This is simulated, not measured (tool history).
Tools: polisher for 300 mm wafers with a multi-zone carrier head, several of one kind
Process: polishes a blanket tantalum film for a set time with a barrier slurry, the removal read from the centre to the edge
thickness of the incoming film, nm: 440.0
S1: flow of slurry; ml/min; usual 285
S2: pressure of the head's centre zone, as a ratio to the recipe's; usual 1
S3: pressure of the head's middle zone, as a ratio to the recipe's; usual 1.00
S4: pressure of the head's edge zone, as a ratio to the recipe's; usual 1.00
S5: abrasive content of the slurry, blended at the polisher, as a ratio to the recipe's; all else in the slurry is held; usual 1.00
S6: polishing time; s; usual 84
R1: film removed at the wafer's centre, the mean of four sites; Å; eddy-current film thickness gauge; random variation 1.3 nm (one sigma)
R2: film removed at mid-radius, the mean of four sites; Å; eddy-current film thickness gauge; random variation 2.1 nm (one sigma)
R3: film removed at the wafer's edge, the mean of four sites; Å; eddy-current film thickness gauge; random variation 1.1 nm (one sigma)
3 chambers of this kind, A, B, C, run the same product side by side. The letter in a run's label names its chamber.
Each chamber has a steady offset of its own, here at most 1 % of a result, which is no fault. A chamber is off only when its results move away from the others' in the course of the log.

run	hour	S1	S2	S3	S4	S5	S6	R1	R2	R3
1B	6.1	285	1	1.00	1.00	1.00	84	1696.7	1766.9	1693.2
2C	10.8	285	1	1.00	1.00	1.00	84	1732.6	1685.9	1707.1
3A	15.7	285	1	1.00	1.00	1.00	84	1723.2	1711.0	1732.6
4B	23.1	285	1	1.00	1.00	1.00	84	1711.2	1680.3	1715.6
5A	26.6	370	1	1.00	1.00	1.00	98	2075.0	1998.7	2053.0
6C	33.9	370	1	1.00	1.00	1.00	98	2071.9	2059.4	2007.9
# hour 39.5: chamber B: worn pad replaced by a new one
7B	40.4	370	1	1.00	1.00	1.00	98	2030.2	2068.0	2035.9
8C	47.7	285	1	1.04	1.00	1.00	71	1466.7	1554.0	1441.3
9A	53.2	285	1	1.04	1.00	1.00	71	1446.5	1493.6	1445.5
# hour 59.2: chamber A: worn pad replaced by a new one
# hour 59.6: chamber A: centre zone pressure recalibrated
10C	60.1	285	1	1.04	1.00	1.00	71	1475.4	1494.2	1433.2
11B	64.6	285	1	1.00	1.00	1.00	84	1698.8	1736.4	1686.4
# hour 64.7: chamber C: centre zone pressure recalibrated
12A	68.5	285	1	1.00	1.00	1.00	84	1906.9	1711.1	1723.8
13C	74.8	285	1	1.00	1.00	1.00	84	1737.6	1719.4	1703.1
14B	79.9	285	1	1.00	1.00	1.00	84	1719.0	1725.3	1687.9
# hour 80.6: chamber B: edge zone pressure recalibrated
15A	86.1	285	1	1.00	1.00	1.00	84	1915.7	1743.5	1728.6
16C	91.0	285	1	1.00	1.00	1.00	84	1747.7	1735.7	1696.1
17B	95.8	285	1	1.00	0.94	1.00	65	1313.9	1318.1	1263.3
# hour 99.2: chamber C: worn pad replaced by a new one
18A	102.9	285	1	1.00	0.94	1.00	65	1486.9	1330.9	1269.9
# hour 109.3: chamber B: worn pad replaced by a new one
19B	109.6	285	1	1.00	0.94	1.00	65	1308.6	1331.5	1295.1
20A	116.5	285	1	1.00	1.00	1.00	84	1889.6	1707.1	1716.5
21C	121.9	285	1	1.00	1.00	1.00	84	1738.6	1724.8	1706.8
22A	125.8	285	1	1.00	1.00	1.00	84	1885.3	1727.6	1712.9
23B	130.5	285	1	1.00	1.00	1.00	84	1701.3	1752.8	1714.4
24C	134.6	285	1	1.00	1.00	1.00	84	1731.9	1753.7	1678.5
25A	137.9	285	1	1.00	1.00	1.00	84	1884.4	1709.6	1730.9
26B	143.2	285	1	1.00	1.00	1.00	84	1687.9	1680.0	1720.1
27C	148.7	285	1	1.00	1.00	1.00	84	1744.3	1694.8	1690.0
28A	153.0	285	1	1.00	1.00	1.00	84	1907.8	1663.8	1711.8
29B	160.0	285	1	1.00	1.08	1.00	84	1697.4	1734.5	1762.7
30C	164.6	285	1	1.00	1.08	1.00	84	1732.6	1721.0	1767.2
31C	170.0	285	1	1.00	1.08	1.00	84	1742.9	1730.5	1759.3
32A	175.1	285	1	1.00	1.00	1.00	84	1892.1	1696.6	1725.1
# hour 176.5: chamber A: worn pad replaced by a new one
33B	179.7	285	1	1.00	1.00	1.00	84	1682.2	1721.9	1730.7
34B	184.2	285	1	1.00	1.00	1.00	84	1693.5	1692.5	1687.0
35A	189.3	345	1	1.00	1.00	1.00	68	1555.2	1376.5	1416.6
36C	194.6	345	1	1.00	1.00	1.00	68	1415.8	1431.9	1411.3

All 3 chambers run these settings next. Forecast each chamber's results:
37A	199.9	285	1	1.00	1.00	1.25	84	?	?	?
37B	199.9	285	1	1.00	1.00	1.25	84	?	?	?
37C	199.9	285	1	1.00	1.00	1.25	84	?	?	?

run	R1	R2	R3
37A	2003.3	1800.0	1795.5
37B	1795.3	1815.2	1804.9
37C	1852.0	1849.7	1796.9
